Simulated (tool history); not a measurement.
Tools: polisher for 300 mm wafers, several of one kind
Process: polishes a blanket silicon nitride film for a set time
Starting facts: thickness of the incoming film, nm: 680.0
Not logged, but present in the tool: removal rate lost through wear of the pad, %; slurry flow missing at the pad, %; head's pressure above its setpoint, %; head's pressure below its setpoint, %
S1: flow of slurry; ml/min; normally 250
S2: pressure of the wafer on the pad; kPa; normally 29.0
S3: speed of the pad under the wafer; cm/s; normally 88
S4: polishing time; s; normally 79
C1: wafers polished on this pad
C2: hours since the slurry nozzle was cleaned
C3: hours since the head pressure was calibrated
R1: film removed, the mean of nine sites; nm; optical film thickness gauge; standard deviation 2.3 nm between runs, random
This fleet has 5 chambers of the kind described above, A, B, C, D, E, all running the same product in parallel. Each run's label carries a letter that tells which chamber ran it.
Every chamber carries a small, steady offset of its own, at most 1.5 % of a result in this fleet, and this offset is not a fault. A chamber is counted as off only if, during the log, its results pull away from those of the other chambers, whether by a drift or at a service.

run,hour,S1,S2,S3,S4,C1,C2,C3,R1
1C,4.2,250,29.0,88,79,95,375.2,235.4,174.57
2B,9.8,250,29.0,88,79,103,173.2,471.4,172.38
3D,14.2,250,29.0,88,79,199,115.2,85.7,172.77
4A,20.5,250,29.0,88,79,966,243.5,825.4,173.94
5E,24.9,250,29.0,88,79,772,330.5,628.5,175.85
6E,30.6,250,29.0,88,79,818,336.2,634.2,173.20
7D,34.3,250,29.0,88,79,363,135.3,105.8,171.27
8C,40.6,250,29.0,88,79,392,411.6,271.8,172.11
9A,46.9,250,29.0,88,79,1181,269.9,851.8,173.10
10B,52.2,250,29.0,88,79,448,215.6,513.8,169.19
11A,56.2,250,29.0,88,79,1257,279.2,861.1,172.76
# hour 59.0: chamber C: worn pad replaced by a new one
12E,60.2,180,29.0,100,79,1059,365.8,663.8,179.97
# hour 61.1: chamber E: worn pad replaced by a new one
# hour 64.9: chamber A: head pressure recalibrated
# hour 65.8: chamber A: worn pad replaced by a new one
13C,66.8,180,29.0,100,79,64,437.8,298.0,177.98
# hour 73.1: chamber E: slurry nozzle cleaned
14B,74.1,180,29.0,100,79,627,237.5,535.7,183.91
15D,80.2,180,29.0,100,79,737,181.2,151.7,183.20
16C,84.2,180,29.0,100,79,206,455.2,315.4,184.61
17A,88.9,250,29.0,88,79,188,311.9,24.0,166.71
18E,94.0,250,29.0,88,79,268,21.0,697.6,172.41
19D,98.2,250,33.8,88,69,884,199.2,169.7,171.71
20B,103.5,250,33.8,88,69,867,266.9,565.1,178.12
21C,108.5,250,33.8,88,69,404,479.5,339.7,179.21
# hour 111.3: chamber D: worn pad replaced by a new one
22A,112.4,250,33.8,88,69,380,335.4,47.5,176.65
# hour 115.8: chamber B: worn pad replaced by a new one
23B,118.2,250,33.8,88,69,19,281.6,579.8,179.35
24E,122.8,250,29.0,88,79,503,49.8,726.4,176.00
25D,128.8,250,29.0,88,79,142,229.8,200.3,166.66
# hour 131.3: chamber C: worn pad replaced by a new one
26B,134.9,250,29.0,88,99,156,298.3,596.5,211.86
27D,140.0,250,29.0,88,99,234,241.0,211.5,218.43
28C,145.4,250,29.0,88,99,115,516.4,376.6,215.23
29E,150.4,250,29.0,88,99,728,77.4,754.0,215.99
30A,155.6,250,29.0,88,99,732,378.6,90.7,217.26
31D,161.0,250,29.0,88,79,405,262.0,232.5,168.30
32C,165.1,285,33.8,88,79,276,536.1,396.3,203.29
33E,168.9,285,33.8,88,79,879,95.9,772.5,204.76
34B,174.2,285,33.8,88,79,476,337.6,635.8,204.61

For the next run the whole fleet of 5 chambers uses the same settings. Give each chamber's results:
35A,179.5,190,29.0,88,79,,,,?
35B,179.5,190,29.0,88,79,,,,?
35C,179.5,190,29.0,88,79,,,,?
35D,179.5,190,29.0,88,79,,,,?
35E,179.5,190,29.0,88,79,,,,?

run,R1
35A,165.91
35B,167.93
35C,168.98
35D,162.71
35E,166.84

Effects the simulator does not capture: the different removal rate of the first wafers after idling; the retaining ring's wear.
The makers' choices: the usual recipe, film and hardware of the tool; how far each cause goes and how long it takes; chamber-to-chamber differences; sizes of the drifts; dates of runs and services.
